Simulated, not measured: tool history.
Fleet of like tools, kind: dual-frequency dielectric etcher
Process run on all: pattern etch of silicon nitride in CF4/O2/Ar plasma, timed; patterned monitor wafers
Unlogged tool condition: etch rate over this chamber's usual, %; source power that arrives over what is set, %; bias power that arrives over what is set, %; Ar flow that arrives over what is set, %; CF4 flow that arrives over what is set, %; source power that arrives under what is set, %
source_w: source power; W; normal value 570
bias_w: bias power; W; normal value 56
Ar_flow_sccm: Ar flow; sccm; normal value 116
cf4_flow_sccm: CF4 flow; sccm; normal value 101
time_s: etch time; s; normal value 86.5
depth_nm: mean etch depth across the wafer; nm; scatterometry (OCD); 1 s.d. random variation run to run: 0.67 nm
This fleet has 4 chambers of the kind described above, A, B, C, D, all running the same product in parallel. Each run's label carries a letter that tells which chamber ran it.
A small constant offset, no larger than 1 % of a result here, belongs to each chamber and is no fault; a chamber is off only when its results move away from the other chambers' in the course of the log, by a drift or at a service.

run,day,source_w,bias_w,Ar_flow_sccm,cf4_flow_sccm,time_s,hours since the last wet clean,hours since the last source power generator calibration,hours since the last bias power generator calibration,hours since the last Ar flow controller change,hours since the last CF4 flow controller change,"read-back reference wafer on the same gauge, depth_nm",depth_nm
1B,0.488,570,56,116,101,86.5,202.3,613.1,12.5,116.0,912.9,222.85,187.10
2A,1.042,570,56,116,101,86.5,209.9,1784.8,1939.0,2480.6,5796.0,223.03,190.99
3C,1.450,570,56,116,101,86.5,438.2,2169.0,934.6,1580.2,3117.4,223.24,190.42
4D,1.800,570,56,116,101,86.5,374.0,552.1,1450.6,119.3,932.5,223.09,189.76
5B,2.342,570,56,116,101,86.5,246.8,657.6,57.0,160.5,957.4,222.95,188.20
6A,2.879,570,56,116,101,86.5,254.0,1828.9,1983.1,2524.7,5840.1,222.88,191.33
# day 2.996: chamber C: wet clean of the chamber
7C,3.138,570,56,116,101,86.5,3.5,2209.5,975.1,1620.7,3157.9,222.95,187.32
8D,3.608,570,56,116,101,86.5,417.4,595.5,1494.0,162.7,975.9,223.02,188.71
9B,4.004,570,56,116,101,86.5,286.7,697.5,96.9,200.4,997.3,223.04,188.57
10A,4.462,570,56,116,101,86.5,292.0,1866.9,2021.1,2562.7,5878.1,223.20,190.74
11D,4.917,570,56,116,101,86.5,448.8,626.9,1525.4,194.1,1007.3,223.04,188.22
12C,5.367,570,56,116,101,86.5,57.0,2263.0,1028.6,1674.2,3211.4,222.89,188.67
13D,5.829,570,56,116,101,86.5,470.7,648.8,1547.3,216.0,1029.2,223.17,188.25
14A,6.296,570,56,116,101,86.5,336.0,1910.9,2065.1,2606.7,5922.1,223.09,191.15
# day 6.679: chamber D: wet clean of the chamber
15C,6.721,570,56,116,101,86.5,89.5,2295.5,1061.1,1706.7,3243.9,222.95,188.46
16B,7.300,570,56,116,101,86.5,365.8,776.6,176.0,279.5,1076.4,223.13,187.07
17B,7.821,570,56,116,101,86.5,378.3,789.1,188.5,292.0,1088.9,222.81,186.52
18C,8.338,570,56,116,101,86.5,128.3,2334.3,1099.9,1745.5,3282.7,223.10,189.63
# day 8.596: chamber B: wet clean of the chamber
19D,8.625,570,56,116,101,86.5,46.7,715.9,1614.4,283.1,1096.3,223.01,188.73
20A,8.996,570,63,116,101,72.5,400.8,1975.7,2129.9,2671.5,5986.9,222.96,168.89
# day 9.212: chamber A: CF4 flow controller replaced
21C,9.358,570,63,116,101,72.5,152.8,2358.8,1124.4,1770.0,3307.2,223.14,165.44
22A,9.842,570,63,116,101,72.5,421.1,1996.0,2150.2,2691.8,15.1,222.97,169.26
23D,10.175,570,63,116,101,72.5,83.9,753.1,1651.6,320.3,1133.5,222.93,166.03
24B,10.704,570,67,116,101,86.5,50.7,858.3,257.7,361.2,1158.1,223.04,202.14
25D,11.079,570,67,116,101,86.5,105.6,774.8,1673.3,342.0,1155.2,223.04,202.35
26B,11.429,570,67,116,101,86.5,68.1,875.7,275.1,378.6,1175.5,222.82,201.79
27C,11.867,570,67,116,101,86.5,213.0,2419.0,1184.6,1830.2,3367.4,222.96,203.66
28A,12.262,570,56,116,101,86.5,479.2,2054.1,2208.3,2749.9,73.2,223.06,194.05
29D,12.638,570,56,116,101,86.5,143.0,812.2,1710.7,379.4,1192.6,223.11,188.54
30B,13.162,570,56,116,101,86.5,109.7,917.3,316.7,420.2,1217.1,223.09,188.07
31C,13.458,570,56,99,101,78.5,251.2,2457.2,1222.8,1868.4,3405.6,223.04,173.55
32A,14.029,570,56,99,101,78.5,521.6,2096.5,2250.7,2792.3,115.6,222.94,180.48
33B,14.450,570,56,99,101,78.5,140.6,948.2,347.6,451.1,1248.0,222.98,173.77
34A,14.717,570,56,99,101,78.5,538.1,2113.0,2267.2,2808.8,132.1,223.20,182.13
35C,15.133,570,66,116,101,74.5,291.4,2497.4,1263.0,1908.6,3445.8,223.02,172.82
36D,15.650,570,66,116,101,74.5,215.3,884.5,1783.0,451.7,1264.9,223.01,173.33
37A,15.946,570,66,116,101,74.5,567.6,2142.5,2296.7,2838.3,161.6,223.10,179.81
38B,16.496,570,66,116,101,74.5,189.7,997.3,396.7,500.2,1297.1,223.00,172.18
39C,16.938,570,56,116,101,86.5,334.7,2540.7,1306.3,1951.9,3489.1,223.23,188.26
40D,17.450,570,56,103,84,86.5,258.5,927.7,1826.2,494.9,1308.1,223.05,186.98
41C,17.750,570,56,103,84,86.5,354.2,2560.2,1325.8,1971.4,3508.6,222.84,186.41
42B,18.129,570,56,103,84,86.5,228.9,1036.5,435.9,539.4,1336.3,223.07,186.30

Next, every chamber runs the same settings. What will each give?
43A,18.546,570,56,116,101,86.5,,,,,,,?
43B,18.546,570,56,116,101,86.5,,,,,,,?
43C,18.546,570,56,116,101,86.5,,,,,,,?
43D,18.546,570,56,116,101,86.5,,,,,,,?

run,depth_nm
43A,198.96
43B,187.29
43C,188.40
43D,189.59

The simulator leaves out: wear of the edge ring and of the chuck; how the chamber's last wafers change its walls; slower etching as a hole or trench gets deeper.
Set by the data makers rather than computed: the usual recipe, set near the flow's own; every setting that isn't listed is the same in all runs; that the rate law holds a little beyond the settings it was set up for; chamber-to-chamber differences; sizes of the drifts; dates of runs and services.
